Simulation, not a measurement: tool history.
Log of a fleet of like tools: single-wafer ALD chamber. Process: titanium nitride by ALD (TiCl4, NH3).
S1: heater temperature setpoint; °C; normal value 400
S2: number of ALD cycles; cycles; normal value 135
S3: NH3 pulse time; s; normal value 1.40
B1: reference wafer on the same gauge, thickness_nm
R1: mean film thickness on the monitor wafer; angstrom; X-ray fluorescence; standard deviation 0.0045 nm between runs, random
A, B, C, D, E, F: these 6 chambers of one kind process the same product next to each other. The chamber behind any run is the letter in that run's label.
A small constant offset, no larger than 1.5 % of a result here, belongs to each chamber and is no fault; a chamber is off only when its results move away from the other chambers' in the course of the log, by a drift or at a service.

Run 1D, hour 13.0: usual settings; B1 2.3688. Result: R1 29.146 angstrom.
Run 2F, hour 27.8: usual settings; B1 2.3682. Result: R1 28.964 angstrom.
Run 3C, hour 40.7: usual settings; B1 2.3688. Result: R1 29.228 angstrom.
Run 4A, hour 51.8: usual settings; B1 2.3684. Result: R1 29.126 angstrom.
Run 5B, hour 61.0: usual settings; B1 2.3679. Result: R1 29.357 angstrom.
Run 6E, hour 72.4: usual settings; B1 2.3678. Result: R1 29.128 angstrom.
Run 7C, hour 82.4: usual settings; B1 2.3674. Result: R1 29.257 angstrom.
Run 8E, hour 92.5: usual settings; B1 2.3670. Result: R1 29.131 angstrom.
Run 9D, hour 104.6: usual settings; B1 2.3667. Result: R1 29.122 angstrom.
Run 10B, hour 114.0: usual settings but S1 413 °C, S3 1.75 s; B1 2.3667. Result: R1 29.741 angstrom.
Run 11F, hour 121.6: usual settings but S1 413 °C, S3 1.75 s; B1 2.3653. Result: R1 29.441 angstrom.
Run 12A, hour 135.6: usual settings but S1 413 °C, S3 1.75 s; B1 2.3651. Result: R1 29.569 angstrom.
Run 13E, hour 148.1: usual settings but S1 413 °C, S3 1.75 s; B1 2.3638. Result: R1 29.651 angstrom.
Run 14D, hour 159.9: usual settings but S1 413 °C, S3 1.75 s; B1 2.3652. Result: R1 29.553 angstrom.
Run 15C, hour 168.7: usual settings but S1 413 °C, S3 1.75 s; B1 2.3639. Result: R1 29.698 angstrom.
Run 16A, hour 176.9: usual settings; B1 2.3646. Result: R1 29.022 angstrom.
Run 17F, hour 188.7: usual settings; B1 2.3633. Result: R1 28.905 angstrom.
Run 18B, hour 197.3: usual settings; B1 2.3631. Result: R1 29.214 angstrom.
Run 19A, hour 209.7: usual settings; B1 2.3622. Result: R1 29.046 angstrom.
Run 20F, hour 219.1: usual settings; B1 2.3623. Result: R1 28.852 angstrom.
Run 21C, hour 231.6: usual settings; B1 2.3621. Result: R1 29.189 angstrom.
Run 22D, hour 240.4: usual settings; B1 2.3615. Result: R1 29.057 angstrom.
Run 23E, hour 251.0: usual settings; B1 2.3615. Result: R1 29.064 angstrom.
Run 24B, hour 257.9: usual settings; B1 2.3609. Result: R1 29.243 angstrom.
Run 25A, hour 265.3: usual settings; B1 2.3608. Result: R1 29.025 angstrom.
Run 26E, hour 273.7: usual settings; B1 2.3611. Result: R1 29.071 angstrom.
Run 27F, hour 283.0: usual settings; B1 2.3601. Result: R1 28.818 angstrom.
Run 28C, hour 296.2: usual settings; B1 2.3596. Result: R1 29.130 angstrom.
Run 29D, hour 306.5: usual settings; B1 2.3604. Result: R1 29.101 angstrom.
Run 30B, hour 314.1: usual settings; B1 2.3605. Result: R1 29.241 angstrom.
Run 31A, hour 321.9: usual settings but S1 386 °C, S2 113 cycles; B1 2.3595. Result: R1 23.936 angstrom.
Run 32D, hour 329.7: usual settings but S1 386 °C, S2 113 cycles; B1 2.3588. Result: R1 23.931 angstrom.
Run 33B, hour 339.8: usual settings but S1 386 °C, S2 113 cycles; B1 2.3588. Result: R1 23.994 angstrom.
Run 34C, hour 347.7: usual settings but S1 386 °C, S2 113 cycles; B1 2.3581. Result: R1 23.993 angstrom.
Run 35F, hour 359.7: usual settings but S1 386 °C, S2 113 cycles; B1 2.3582. Result: R1 23.723 angstrom.
Run 36E, hour 368.2: usual settings but S1 386 °C, S2 113 cycles; B1 2.3572. Result: R1 23.919 angstrom.
Run 37F, hour 379.3: usual settings but S1 389 °C, S2 121 cycles; B1 2.3576. Result: R1 25.459 angstrom.
Run 38B, hour 393.6: usual settings but S1 389 °C, S2 121 cycles; B1 2.3564. Result: R1 25.795 angstrom.
Run 39C, hour 404.9: usual settings but S1 389 °C, S2 121 cycles; B1 2.3559. Result: R1 25.723 angstrom.
Run 40D, hour 414.0: usual settings but S1 389 °C, S2 121 cycles; B1 2.3555. Result: R1 25.687 angstrom.
Run 41A, hour 423.1: usual settings but S1 389 °C, S2 121 cycles; B1 2.3549. Result: R1 25.626 angstrom.
Run 42E, hour 436.2: usual settings but S1 389 °C, S2 121 cycles; B1 2.3555. Result: R1 25.675 angstrom.

All 6 chambers run these settings next. Forecast each chamber's results:
Run 43A, hour 447.5: usual settings but S3 0.93 s. Result: R1 ?.
Run 43B, hour 447.5: usual settings but S3 0.93 s. Result: R1 ?.
Run 43C, hour 447.5: usual settings but S3 0.93 s. Result: R1 ?.
Run 43D, hour 447.5: usual settings but S3 0.93 s. Result: R1 ?.
Run 43E, hour 447.5: usual settings but S3 0.93 s. Result: R1 ?.
Run 43F, hour 447.5: usual settings but S3 0.93 s. Result: R1 ?.

run      R1
43A  28.273
43B  28.513
43C  28.426
43D  28.350
43E  28.478
43F  28.105

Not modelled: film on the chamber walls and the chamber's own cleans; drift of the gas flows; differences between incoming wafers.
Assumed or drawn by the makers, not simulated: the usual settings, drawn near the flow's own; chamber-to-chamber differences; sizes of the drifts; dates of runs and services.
